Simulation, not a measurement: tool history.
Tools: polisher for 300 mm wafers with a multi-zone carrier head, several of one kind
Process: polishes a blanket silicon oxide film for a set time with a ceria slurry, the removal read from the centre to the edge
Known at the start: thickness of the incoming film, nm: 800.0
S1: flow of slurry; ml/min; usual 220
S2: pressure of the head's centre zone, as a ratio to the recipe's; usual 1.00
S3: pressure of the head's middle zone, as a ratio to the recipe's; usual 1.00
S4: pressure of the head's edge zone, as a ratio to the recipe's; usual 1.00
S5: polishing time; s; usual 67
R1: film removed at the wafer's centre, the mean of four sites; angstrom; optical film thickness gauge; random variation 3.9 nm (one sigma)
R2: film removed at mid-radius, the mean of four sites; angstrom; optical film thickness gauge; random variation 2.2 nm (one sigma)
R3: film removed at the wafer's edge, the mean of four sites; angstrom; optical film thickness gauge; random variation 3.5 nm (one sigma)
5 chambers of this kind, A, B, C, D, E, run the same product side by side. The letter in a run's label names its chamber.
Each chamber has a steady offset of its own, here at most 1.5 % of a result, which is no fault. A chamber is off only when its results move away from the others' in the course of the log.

run	day	S1	S2	S3	S4	S5	R1	R2	R3
1E	0.175	220	1.00	1.00	1.00	67	2728.4	2623.3	2593.3
2A	0.325	220	1.00	1.00	1.00	67	2665.5	2698.3	2646.3
# day 0.479: chamber B: worn pad replaced by a new one
3B	0.500	220	1.00	1.00	1.00	67	2674.2	2665.1	2589.5
# day 0.633: chamber D: worn pad replaced by a new one
4D	0.700	220	1.00	1.00	1.00	67	2668.1	2598.2	2604.8
5C	0.908	220	1.00	1.00	1.00	67	2651.1	2657.7	2674.5
6C	1.125	220	1.00	1.00	1.00	67	2628.4	2667.6	2676.5
# day 1.192: chamber C: worn pad replaced by a new one
7B	1.267	220	1.00	1.00	1.00	67	2648.2	2672.4	2623.6
# day 1.321: chamber E: worn pad replaced by a new one
# day 1.333: chamber A: worn pad replaced by a new one
8E	1.392	220	1.00	1.00	1.00	67	2689.8	2627.7	2633.6
9A	1.554	180	1.00	1.00	1.00	75	2806.5	2859.7	2874.7
10D	1.758	180	1.00	1.00	1.00	75	2843.6	2890.6	2946.7
11D	1.900	180	1.00	1.00	1.00	75	2921.3	2851.4	2818.9
12B	2.050	180	1.00	1.00	1.00	75	2838.3	2883.6	2898.6
13C	2.167	180	1.00	1.00	1.00	75	2912.9	2881.0	2899.0
14A	2.362	220	1.00	1.00	1.00	67	2668.3	2706.0	2646.0
# day 2.492: chamber B: worn pad replaced by a new one
15E	2.592	220	1.00	1.00	1.00	52	2045.1	2039.4	2058.0
# day 2.729: chamber C: slurry nozzle cleaned
16C	2.817	220	1.00	1.00	1.00	52	2091.0	2053.9	2026.1
# day 2.975: chamber A: worn pad replaced by a new one
17E	3.004	220	1.00	1.00	1.00	52	2086.3	2050.4	2049.2
18B	3.267	220	1.00	1.00	1.00	52	2030.1	2078.5	2030.6
# day 3.400: chamber C: edge zone pressure recalibrated
# day 3.458: chamber D: worn pad replaced by a new one
19D	3.529	220	1.00	1.00	1.00	52	2100.7	2060.2	2115.0
20A	3.750	220	1.00	1.00	1.00	67	2644.3	2646.8	2644.4
21C	3.896	220	1.00	1.00	1.00	67	2671.9	2661.5	2715.8
22D	4.162	220	1.00	1.00	1.00	67	2680.1	2681.8	2635.5
23E	4.342	220	1.00	1.00	1.00	67	2683.4	2610.8	2652.0
# day 4.379: chamber D: slurry nozzle cleaned
# day 4.512: chamber B: worn pad replaced by a new one
24B	4.517	220	1.00	1.00	1.00	67	2662.6	2700.8	2585.9
# day 4.546: chamber A: worn pad replaced by a new one
# day 4.646: chamber C: worn pad replaced by a new one
25A	4.662	220	1.00	1.00	1.00	67	2665.3	2719.5	2718.8
26B	4.871	220	1.00	1.00	1.00	67	2622.5	2657.1	2686.9
27C	5.117	220	1.07	1.11	1.00	67	2847.4	2949.8	2653.2
28A	5.333	220	1.07	1.11	1.00	67	2867.1	2952.2	2735.5
29D	5.475	220	1.07	1.11	1.00	67	2901.3	2890.1	2636.8
30E	5.733	220	1.07	1.11	1.00	67	2926.4	2968.3	2671.9
31D	5.942	220	1.07	1.11	1.00	67	2835.6	2905.8	2626.1
# day 6.067: chamber E: worn pad replaced by a new one
32C	6.096	220	1.00	1.00	1.00	67	2693.6	2636.1	2673.0
# day 6.125: chamber A: worn pad replaced by a new one
# day 6.292: chamber B: edge zone pressure recalibrated
33A	6.312	220	1.00	1.00	1.00	67	2651.0	2670.3	2629.0
34B	6.583	220	1.00	1.00	1.00	67	2624.8	2689.7	2636.6
# day 6.692: chamber B: worn pad replaced by a new one
35E	6.792	220	1.00	1.00	1.00	67	2637.7	2637.5	2676.2
# day 6.896: chamber E: slurry nozzle cleaned
36A	6.912	220	1.00	1.00	1.00	67	2592.1	2638.9	2656.6
37E	7.054	220	1.00	1.00	1.00	67	2714.7	2639.1	2619.5
38B	7.304	220	1.08	1.00	0.93	67	2845.4	2647.2	2579.0

What goes on in this fleet: one chamber off, a drifting gauge, or nothing beyond the chambers' own small offsets? Name the chamber and the cause, if any.

No chamber stands off beyond its own small offset, and the gauge holds steady.

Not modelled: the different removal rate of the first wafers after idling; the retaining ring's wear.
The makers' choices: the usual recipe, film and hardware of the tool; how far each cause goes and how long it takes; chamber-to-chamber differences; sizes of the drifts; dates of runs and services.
